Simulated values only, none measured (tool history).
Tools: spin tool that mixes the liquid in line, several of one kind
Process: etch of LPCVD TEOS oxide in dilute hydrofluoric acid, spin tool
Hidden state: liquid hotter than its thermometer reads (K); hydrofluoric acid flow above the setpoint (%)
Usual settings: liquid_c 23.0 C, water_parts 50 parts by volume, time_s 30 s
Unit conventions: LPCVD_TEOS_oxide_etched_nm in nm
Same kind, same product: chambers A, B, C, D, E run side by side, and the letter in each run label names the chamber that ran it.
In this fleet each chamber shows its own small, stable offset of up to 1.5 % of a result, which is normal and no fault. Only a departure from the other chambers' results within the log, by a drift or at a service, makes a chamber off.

| run | hour | liquid_c | water_parts | time_s | hours since the thermometer was replaced | hours since the hydrofluoric acid flow meter was replaced | read-back film thickness of the LPCVD TEOS oxide reference wafer, read on the same gauge (nm) | LPCVD_TEOS_oxide_etched_nm |
|---|---|---|---|---|---|---|---|---|
| 1E | 7.8 | 23.0 | 50 | 30 | 483.4 | 810.7 | 69.981 | 18.186 |
| 2B | 16.1 | 23.0 | 50 | 30 | 405.5 | 41.0 | 70.024 | 18.006 |
| 3A | 31.3 | 23.0 | 50 | 30 | 1540.4 | 1005.3 | 69.979 | 18.404 |
| 4C | 42.1 | 23.0 | 50 | 30 | 66.6 | 665.3 | 69.975 | 18.500 |
| 5D | 54.1 | 23.0 | 50 | 30 | 311.6 | 404.9 | 69.993 | 18.296 |
| 6B | 66.4 | 23.0 | 50 | 30 | 455.8 | 91.3 | 69.987 | 18.078 |
| 7D | 82.2 | 23.0 | 50 | 30 | 339.7 | 433.0 | 69.986 | 18.221 |
| 8A | 90.1 | 23.0 | 50 | 30 | 1599.2 | 1064.1 | 70.017 | 18.057 |
| 9C | 100.6 | 23.0 | 50 | 30 | 125.1 | 723.8 | 70.005 | 18.371 |
| 10E | 112.5 | 23.0 | 50 | 30 | 588.1 | 915.4 | 69.994 | 18.383 |
| 11B | 125.3 | 23.0 | 50 | 30 | 514.7 | 150.2 | 69.995 | 18.458 |
| 12A | 133.4 | 23.0 | 50 | 30 | 1642.5 | 1107.4 | 69.997 | 18.287 |
| 13E | 141.2 | 23.0 | 50 | 30 | 616.8 | 944.1 | 69.974 | 18.416 |
| 14C | 149.4 | 23.0 | 50 | 30 | 173.9 | 772.6 | 70.000 | 18.441 |
| 15D | 165.1 | 23.0 | 50 | 30 | 422.6 | 515.9 | 69.971 | 18.357 |
| 16A | 178.7 | 25.5 | 30 | 30 | 1687.8 | 1152.7 | 69.990 | 35.210 |
| 17B | 193.4 | 25.5 | 30 | 30 | 582.8 | 218.3 | 70.009 | 35.222 |
| 18E | 205.1 | 25.5 | 30 | 30 | 680.7 | 1008.0 | 70.021 | 34.175 |
| 19D | 218.4 | 25.5 | 30 | 30 | 475.9 | 569.2 | 70.011 | 34.539 |
|  | 221.7 | chamber D: thermometer replaced |
| 20C | 230.4 | 25.5 | 30 | 30 | 254.9 | 853.6 | 69.977 | 35.591 |
| 21D | 245.4 | 23.0 | 50 | 30 | 23.7 | 596.2 | 70.001 | 18.185 |
| 22B | 255.8 | 23.0 | 50 | 30 | 645.2 | 280.7 | 69.995 | 18.509 |
| 23E | 267.9 | 23.0 | 50 | 30 | 743.5 | 1070.8 | 69.976 | 18.287 |
| 24C | 280.6 | 27.5 | 50 | 30 | 305.1 | 903.8 | 70.008 | 22.176 |
| 25A | 292.6 | 27.5 | 50 | 30 | 1801.7 | 1266.6 | 69.999 | 21.793 |
| 26D | 302.0 | 27.5 | 50 | 30 | 80.3 | 652.8 | 69.995 | 21.984 |
| 27E | 309.5 | 27.5 | 50 | 30 | 785.1 | 1112.4 | 69.989 | 22.054 |
| 28B | 322.6 | 27.5 | 50 | 30 | 712.0 | 347.5 | 69.974 | 22.366 |
| 29C | 332.1 | 23.0 | 50 | 30 | 356.6 | 955.3 | 70.008 | 18.442 |
| 30A | 346.2 | 23.0 | 70 | 40 | 1855.3 | 1320.2 | 70.015 | 16.829 |
| 31E | 356.4 | 23.0 | 70 | 40 | 832.0 | 1159.3 | 69.994 | 17.004 |
| 32B | 364.5 | 23.0 | 70 | 40 | 753.9 | 389.4 | 70.010 | 17.285 |

The same settings go to every chamber for the next run, one line per chamber below. Forecast the results for each:
| 33A | 375.9 | 23.0 | 50 | 30 |  |  |  | ? |
| 33B | 375.9 | 23.0 | 50 | 30 |  |  |  | ? |
| 33C | 375.9 | 23.0 | 50 | 30 |  |  |  | ? |
| 33D | 375.9 | 23.0 | 50 | 30 |  |  |  | ? |
| 33E | 375.9 | 23.0 | 50 | 30 |  |  |  | ? |

| run | LPCVD_TEOS_oxide_etched_nm |
|---|---|
| 33A | 18.076 |
| 33B | 18.755 |
| 33C | 18.372 |
| 33D | 18.231 |
| 33E | 18.529 |
